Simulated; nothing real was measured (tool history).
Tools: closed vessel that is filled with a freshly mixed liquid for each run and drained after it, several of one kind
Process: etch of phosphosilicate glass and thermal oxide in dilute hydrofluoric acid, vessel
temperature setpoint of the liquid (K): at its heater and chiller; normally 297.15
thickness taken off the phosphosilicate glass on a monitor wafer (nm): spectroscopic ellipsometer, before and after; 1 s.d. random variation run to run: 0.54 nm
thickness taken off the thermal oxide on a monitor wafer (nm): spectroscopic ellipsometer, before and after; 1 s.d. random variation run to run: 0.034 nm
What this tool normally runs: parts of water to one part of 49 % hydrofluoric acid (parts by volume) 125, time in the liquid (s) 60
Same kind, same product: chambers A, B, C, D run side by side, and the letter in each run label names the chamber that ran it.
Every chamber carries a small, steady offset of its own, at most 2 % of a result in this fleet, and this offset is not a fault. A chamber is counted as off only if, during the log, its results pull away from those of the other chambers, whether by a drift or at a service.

run,hour,temperature setpoint of the liquid (K),parts of water to one part of 49 % hydrofluoric acid (parts by volume),time in the liquid (s),hours since the thermometer was replaced,hours since the hydrofluoric acid flow meter was replaced,"read-back film thickness of the phosphosilicate glass reference wafer, read on the same gauge (nm)","read-back film thickness of the thermal oxide reference wafer, read on the same gauge (nm)",thickness taken off the phosphosilicate glass on a monitor wafer (nm),thickness taken off the thermal oxide on a monitor wafer (nm)
1C,9.6,297.15,125,60,989.0,88.4,140.05,109.98,56.982,2.30060
2B,25.4,297.15,125,60,1453.3,179.1,140.00,110.01,58.274,2.32110
3A,34.6,297.15,125,60,1557.8,285.8,140.02,110.00,57.264,2.36370
4D,44.6,297.15,125,60,294.3,208.2,139.99,109.94,58.977,2.24470
5B,55.0,297.15,125,60,1482.9,208.7,140.00,110.00,58.534,2.25100
6C,67.0,297.15,125,60,1046.4,145.8,139.97,110.01,57.540,2.30070
7D,75.7,297.15,125,60,325.4,239.3,140.01,110.02,58.446,2.18390
8A,87.2,297.15,125,60,1610.4,338.4,139.97,110.01,56.908,2.22090
9A,98.1,297.15,125,60,1621.3,349.3,139.99,109.98,57.386,2.22900
10D,110.7,297.15,125,60,360.4,274.3,139.99,109.97,57.871,2.30080
11B,126.7,297.15,125,60,1554.6,280.4,139.98,110.00,56.618,2.17590
12C,140.0,297.15,125,60,1119.4,218.8,140.02,110.06,57.183,2.23520
13C,148.3,297.15,125,60,1127.7,227.1,139.98,110.01,58.202,2.32570
14D,163.3,297.15,125,60,413.0,326.9,140.00,109.97,58.544,2.23750
15A,179.6,297.15,125,60,1702.8,430.8,140.01,109.98,57.380,2.30650
16B,190.6,297.15,125,60,1618.5,344.3,139.99,110.04,56.252,2.20500
17B,205.9,297.15,125,60,1633.8,359.6,139.97,110.06,55.787,2.23690
18C,218.7,297.15,125,60,1198.1,297.5,139.99,109.97,57.867,2.23970
19D,234.8,297.15,125,60,484.5,398.4,139.98,110.03,59.434,2.26860
20A,245.8,297.15,125,30,1769.0,497.0,139.99,110.00,28.619,1.17930
21A,253.5,297.15,125,30,1776.7,504.7,140.02,110.01,28.931,1.12270
22C,267.5,297.15,125,30,1246.9,346.3,140.00,110.01,28.584,1.13800
23D,280.6,297.15,125,30,530.3,444.2,139.97,110.02,29.773,1.15200
24B,289.7,297.15,125,60,1717.6,443.4,140.01,110.02,54.255,2.09170
25B,299.1,297.15,125,60,1727.0,452.8,139.99,109.99,54.305,2.09310
26A,312.1,297.15,125,60,1835.3,563.3,139.99,110.02,57.751,2.31810
27C,320.7,301.65,125,60,1300.1,399.5,139.97,109.95,68.985,2.66400
28D,329.0,301.65,125,60,578.7,492.6,140.01,110.00,70.452,2.65120
29B,345.2,301.65,125,60,1773.1,498.9,140.04,110.00,62.096,2.40670
30A,361.5,301.65,125,60,1884.7,612.7,140.00,109.98,67.618,2.74630
31D,376.4,297.15,125,60,626.1,540.0,140.01,109.99,60.032,2.28920
32C,386.6,297.15,125,60,1366.0,465.4,140.00,109.97,58.327,2.23750

One chamber off, gauge drift, or nothing amiss beyond the chambers' own small offsets? If it is a chamber, which one, and what is the likeliest cause?

Little by little, chamber B moves away from the other chambers.
What lies behind it: hydrofluoric acid flow below the setpoint (%) = 10.4.

Below are 4 candidate recipes for chamber B's next run, each the usual settings with a change, their results shown as question marks. Which of them brings B's results back in line with what the other chambers give on the usual settings?
To be in line, a result may differ from the other chambers' mean on the usual settings by at most: thickness taken off the phosphosilicate glass on a monitor wafer (nm) 1.900; thickness taken off the thermal oxide on a monitor wafer (nm) 0.12000
33B-1,398.3,297.15,130,60,,,,,?,?
33B-2,398.3,297.15,120,65,,,,,?,?
33B-3,398.3,297.15,130,55,,,,,?,?
33B-4,398.3,297.15,120,60,,,,,?,?

Average result of the remaining chambers running the usual settings: thickness taken off the phosphosilicate glass on a monitor wafer (nm) 58.069; thickness taken off the thermal oxide on a monitor wafer (nm) 2.28340
run,thickness taken off the phosphosilicate glass on a monitor wafer (nm),thickness taken off the thermal oxide on a monitor wafer (nm)
33B-1,49.366,1.91440
33B-2,58.771,2.27910
33B-3,45.253,1.75490
33B-4,54.250,2.10380
The right change is 33B-2: it brings the chamber back within the allowed miss of the others.
